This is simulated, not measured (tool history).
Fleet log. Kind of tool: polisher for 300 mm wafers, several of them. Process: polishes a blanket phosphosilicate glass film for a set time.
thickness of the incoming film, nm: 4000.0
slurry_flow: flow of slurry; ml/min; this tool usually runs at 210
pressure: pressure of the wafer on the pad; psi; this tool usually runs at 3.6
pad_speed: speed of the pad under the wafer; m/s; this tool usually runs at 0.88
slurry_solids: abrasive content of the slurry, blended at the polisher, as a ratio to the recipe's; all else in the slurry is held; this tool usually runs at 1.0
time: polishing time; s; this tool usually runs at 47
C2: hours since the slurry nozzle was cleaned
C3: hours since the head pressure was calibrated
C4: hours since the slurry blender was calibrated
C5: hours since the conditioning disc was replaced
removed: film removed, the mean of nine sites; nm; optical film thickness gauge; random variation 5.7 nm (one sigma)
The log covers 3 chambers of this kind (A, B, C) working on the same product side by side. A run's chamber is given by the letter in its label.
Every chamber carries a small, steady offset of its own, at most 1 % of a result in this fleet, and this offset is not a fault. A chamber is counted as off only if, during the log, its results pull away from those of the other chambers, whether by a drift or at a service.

At hour 2.9: chamber C: worn pad replaced by a new one.
Run 1B, hour 3.6: usual settings; wafers polished on this pad 164; C2 503.3; C3 54.3; C4 353.7; C5 111.9. Result: removed 473.24 nm.
Run 2C, hour 7.5: usual settings; wafers polished on this pad 73; C2 173.9; C3 577.4; C4 108.1; C5 193.3. Result: removed 478.38 nm.
Run 3A, hour 10.3: usual settings; wafers polished on this pad 355; C2 393.8; C3 666.4; C4 156.8; C5 243.1. Result: removed 491.95 nm.
Run 4C, hour 14.1: usual settings; wafers polished on this pad 179; C2 180.5; C3 584.0; C4 114.7; C5 199.9. Result: removed 476.26 nm.
Run 5B, hour 19.2: usual settings; wafers polished on this pad 414; C2 518.9; C3 69.9; C4 369.3; C5 127.5. Result: removed 466.87 nm.
Run 6A, hour 23.8: usual settings; wafers polished on this pad 572; C2 407.3; C3 679.9; C4 170.3; C5 256.6. Result: removed 485.31 nm.
Run 7C, hour 27.9: usual settings; wafers polished on this pad 400; C2 194.3; C3 597.8; C4 128.5; C5 213.7. Result: removed 478.00 nm.
Run 8B, hour 31.4: usual settings but time 38 s; wafers polished on this pad 610; C2 531.1; C3 82.1; C4 381.5; C5 139.7. Result: removed 378.67 nm.
Run 9A, hour 34.3: usual settings but time 38 s; wafers polished on this pad 740; C2 417.8; C3 690.4; C4 180.8; C5 267.1. Result: removed 387.28 nm.
Run 10C, hour 37.7: usual settings but time 38 s; wafers polished on this pad 558; C2 204.1; C3 607.6; C4 138.3; C5 223.5. Result: removed 383.88 nm.
At hour 37.9: chamber A: worn pad replaced by a new one.
Run 11A, hour 40.2: usual settings; wafers polished on this pad 37; C2 423.7; C3 696.3; C4 186.7; C5 273.0. Result: removed 477.84 nm.
At hour 43.7: chamber C: worn pad replaced by a new one.
Run 12B, hour 46.0: usual settings; wafers polished on this pad 844; C2 545.7; C3 96.7; C4 396.1; C5 154.3. Result: removed 471.47 nm.
Run 13C, hour 51.8: usual settings; wafers polished on this pad 131; C2 218.2; C3 621.7; C4 152.4; C5 237.6. Result: removed 478.93 nm.
Run 14B, hour 57.0: usual settings but slurry_solids 1.3; wafers polished on this pad 1020; C2 556.7; C3 107.7; C4 407.1; C5 165.3. Result: removed 524.95 nm.
Run 15A, hour 59.5: usual settings but slurry_solids 1.3; wafers polished on this pad 347; C2 443.0; C3 715.6; C4 206.0; C5 292.3. Result: removed 530.11 nm.
At hour 64.3: chamber B: worn pad replaced by a new one.
Run 16B, hour 64.7: usual settings but slurry_solids 1.3; wafers polished on this pad 7; C2 564.4; C3 115.4; C4 414.8; C5 173.0. Result: removed 534.51 nm.
Run 17A, hour 68.5: usual settings; wafers polished on this pad 491; C2 452.0; C3 724.6; C4 215.0; C5 301.3. Result: removed 474.26 nm.
Run 18C, hour 72.2: usual settings; wafers polished on this pad 458; C2 238.6; C3 642.1; C4 172.8; C5 258.0. Result: removed 477.56 nm.
Run 19B, hour 75.1: usual settings; wafers polished on this pad 174; C2 574.8; C3 125.8; C4 425.2; C5 183.4. Result: removed 471.06 nm.
At hour 76.5: chamber C: worn pad replaced by a new one.
At hour 76.9: chamber A: head pressure recalibrated.
Run 20C, hour 78.3: usual settings; wafers polished on this pad 29; C2 244.7; C3 648.2; C4 178.9; C5 264.1. Result: removed 478.26 nm.
Run 21A, hour 81.0: usual settings; wafers polished on this pad 691; C2 464.5; C3 4.1; C4 227.5; C5 313.8. Result: removed 476.59 nm.
Run 22A, hour 85.4: usual settings; wafers polished on this pad 762; C2 468.9; C3 8.5; C4 231.9; C5 318.2. Result: removed 471.01 nm.
Run 23B, hour 88.2: usual settings; wafers polished on this pad 384; C2 587.9; C3 138.9; C4 438.3; C5 196.5. Result: removed 471.69 nm.
Run 24C, hour 93.5: usual settings; wafers polished on this pad 272; C2 259.9; C3 663.4; C4 194.1; C5 279.3. Result: removed 483.79 nm.

Is one chamber out of step, is the gauge drifting, or do the chambers differ by no more than their own small offsets? For an off chamber, give its letter and the likeliest cause.

Nothing is wrong: each chamber keeps only its own small, steady offset and the gauge holds still.
